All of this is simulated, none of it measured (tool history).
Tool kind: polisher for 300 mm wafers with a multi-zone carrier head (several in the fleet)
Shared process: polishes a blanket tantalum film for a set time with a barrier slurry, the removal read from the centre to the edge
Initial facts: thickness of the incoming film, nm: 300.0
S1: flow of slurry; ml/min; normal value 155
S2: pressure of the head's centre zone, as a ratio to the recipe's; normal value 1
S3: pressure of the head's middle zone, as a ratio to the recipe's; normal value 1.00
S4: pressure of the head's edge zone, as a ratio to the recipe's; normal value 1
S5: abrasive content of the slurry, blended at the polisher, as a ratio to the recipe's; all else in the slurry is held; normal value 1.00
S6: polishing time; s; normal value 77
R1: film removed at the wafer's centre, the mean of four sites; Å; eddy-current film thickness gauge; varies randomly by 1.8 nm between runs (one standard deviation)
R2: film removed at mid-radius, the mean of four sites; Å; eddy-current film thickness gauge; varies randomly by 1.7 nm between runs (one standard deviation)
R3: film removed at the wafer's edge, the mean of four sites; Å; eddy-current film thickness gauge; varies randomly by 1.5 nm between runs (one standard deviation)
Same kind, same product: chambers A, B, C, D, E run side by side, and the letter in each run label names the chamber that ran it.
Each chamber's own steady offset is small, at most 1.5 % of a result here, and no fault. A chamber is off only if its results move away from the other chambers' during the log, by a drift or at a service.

Run 1B, hour 5.4: usual settings. Result: R1 1229.90 Å, R2 1206.70 Å, R3 1248.60 Å.
At hour 5.7: chamber C: worn pad replaced by a new one.
Run 2C, hour 11.6: usual settings. Result: R1 1210.30 Å, R2 1188.10 Å, R3 1209.00 Å.
Run 3A, hour 15.6: usual settings. Result: R1 1177.30 Å, R2 1202.90 Å, R3 1211.90 Å.
Run 4E, hour 18.9: usual settings. Result: R1 1215.90 Å, R2 1229.10 Å, R3 1183.90 Å.
At hour 22.6: chamber B: worn pad replaced by a new one.
Run 5D, hour 22.6: usual settings. Result: R1 1205.10 Å, R2 1219.60 Å, R3 1221.40 Å.
Run 6C, hour 29.7: usual settings but S3 1.07, S6 87 s. Result: R1 1391.90 Å, R2 1457.90 Å, R3 1333.20 Å.
At hour 34.0: chamber A: worn pad replaced by a new one.
Run 7B, hour 35.4: usual settings but S3 1.07, S6 87 s. Result: R1 1371.40 Å, R2 1451.00 Å, R3 1406.10 Å.
Run 8A, hour 42.4: usual settings but S3 1.07, S6 87 s. Result: R1 1383.50 Å, R2 1464.80 Å, R3 1374.30 Å.
Run 9E, hour 48.4: usual settings but S3 1.07, S6 87 s. Result: R1 1377.50 Å, R2 1462.30 Å, R3 1368.60 Å.
Run 10D, hour 52.6: usual settings but S3 1.07, S6 87 s. Result: R1 1364.40 Å, R2 1437.90 Å, R3 1361.70 Å.
Run 11B, hour 59.6: usual settings. Result: R1 1203.50 Å, R2 1212.90 Å, R3 1237.50 Å.
Run 12D, hour 64.2: usual settings but S5 0.75. Result: R1 1099.40 Å, R2 1101.70 Å, R3 1107.20 Å.
At hour 69.1: chamber E: worn pad replaced by a new one.
Run 13C, hour 69.2: usual settings but S5 0.75. Result: R1 1116.90 Å, R2 1105.10 Å, R3 1098.50 Å.
At hour 72.7: chamber C: centre zone pressure recalibrated.
Run 14A, hour 75.8: usual settings but S5 0.75. Result: R1 1073.00 Å, R2 1097.80 Å, R3 1102.90 Å.
Run 15E, hour 83.0: usual settings but S5 0.75. Result: R1 1094.20 Å, R2 1113.30 Å, R3 1100.50 Å.
At hour 84.3: chamber B: worn pad replaced by a new one.
Run 16C, hour 90.0: usual settings but S5 0.75. Result: R1 1138.80 Å, R2 1111.10 Å, R3 1095.20 Å.
Run 17E, hour 95.6: usual settings. Result: R1 1206.50 Å, R2 1231.50 Å, R3 1196.40 Å.
Run 18A, hour 101.3: usual settings but S5 1.10. Result: R1 1223.80 Å, R2 1216.00 Å, R3 1230.60 Å.
At hour 105.9: chamber C: worn pad replaced by a new one.
At hour 106.7: chamber D: worn pad replaced by a new one.
Run 19B, hour 106.9: usual settings but S5 1.10. Result: R1 1266.20 Å, R2 1226.20 Å, R3 1256.20 Å.
At hour 110.0: chamber D: centre zone pressure recalibrated.
Run 20D, hour 113.5: usual settings but S5 1.10. Result: R1 1245.40 Å, R2 1242.30 Å, R3 1241.80 Å.
Run 21E, hour 118.0: usual settings but S5 1.10. Result: R1 1228.30 Å, R2 1272.10 Å, R3 1247.20 Å.
Run 22C, hour 121.3: usual settings but S5 1.10. Result: R1 1273.00 Å, R2 1238.60 Å, R3 1248.30 Å.
At hour 125.1: chamber A: centre zone pressure recalibrated.
Run 23A, hour 128.1: usual settings. Result: R1 1218.60 Å, R2 1190.10 Å, R3 1205.20 Å.
Run 24D, hour 132.1: usual settings. Result: R1 1202.00 Å, R2 1197.40 Å, R3 1195.70 Å.
Run 25B, hour 138.1: usual settings. Result: R1 1229.20 Å, R2 1208.10 Å, R3 1206.40 Å.
At hour 143.8: chamber A: worn pad replaced by a new one.
Run 26A, hour 144.4: usual settings. Result: R1 1254.00 Å, R2 1212.70 Å, R3 1215.50 Å.
Run 27E, hour 150.5: usual settings. Result: R1 1211.40 Å, R2 1225.60 Å, R3 1207.20 Å.
At hour 153.5: chamber B: worn pad replaced by a new one.
Run 28D, hour 158.0: usual settings. Result: R1 1241.20 Å, R2 1196.70 Å, R3 1213.90 Å.
Run 29B, hour 162.9: usual settings. Result: R1 1201.40 Å, R2 1195.70 Å, R3 1222.80 Å.
Run 30C, hour 166.5: usual settings. Result: R1 1202.40 Å, R2 1201.70 Å, R3 1177.70 Å.
At hour 169.4: chamber E: worn pad replaced by a new one.
Run 31E, hour 170.9: usual settings. Result: R1 1222.40 Å, R2 1186.20 Å, R3 1206.10 Å.
Run 32D, hour 174.5: usual settings but S3 1.05, S6 61 s. Result: R1 966.71 Å, R2 1004.50 Å, R3 959.36 Å.
Run 33C, hour 179.4: usual settings but S3 1.05, S6 61 s. Result: R1 989.31 Å, R2 969.27 Å, R3 958.62 Å.
Run 34B, hour 183.0: usual settings but S3 1.05, S6 61 s. Result: R1 991.88 Å, R2 1014.90 Å, R3 968.90 Å.

All 5 chambers run these settings next. Forecast each chamber's results:
Run 35A, hour 188.4: usual settings. Result: R1 ?, R2 ?, R3 ?.
Run 35B, hour 188.4: usual settings. Result: R1 ?, R2 ?, R3 ?.
Run 35C, hour 188.4: usual settings. Result: R1 ?, R2 ?, R3 ?.
Run 35D, hour 188.4: usual settings. Result: R1 ?, R2 ?, R3 ?.
Run 35E, hour 188.4: usual settings. Result: R1 ?, R2 ?, R3 ?.

run       R1       R2       R3
35A  1187.70  1201.10  1188.20
35B  1218.90  1177.90  1217.10
35C  1203.20  1208.20  1207.90
35D  1209.00  1209.70  1169.60
35E  1219.30  1240.50  1211.00
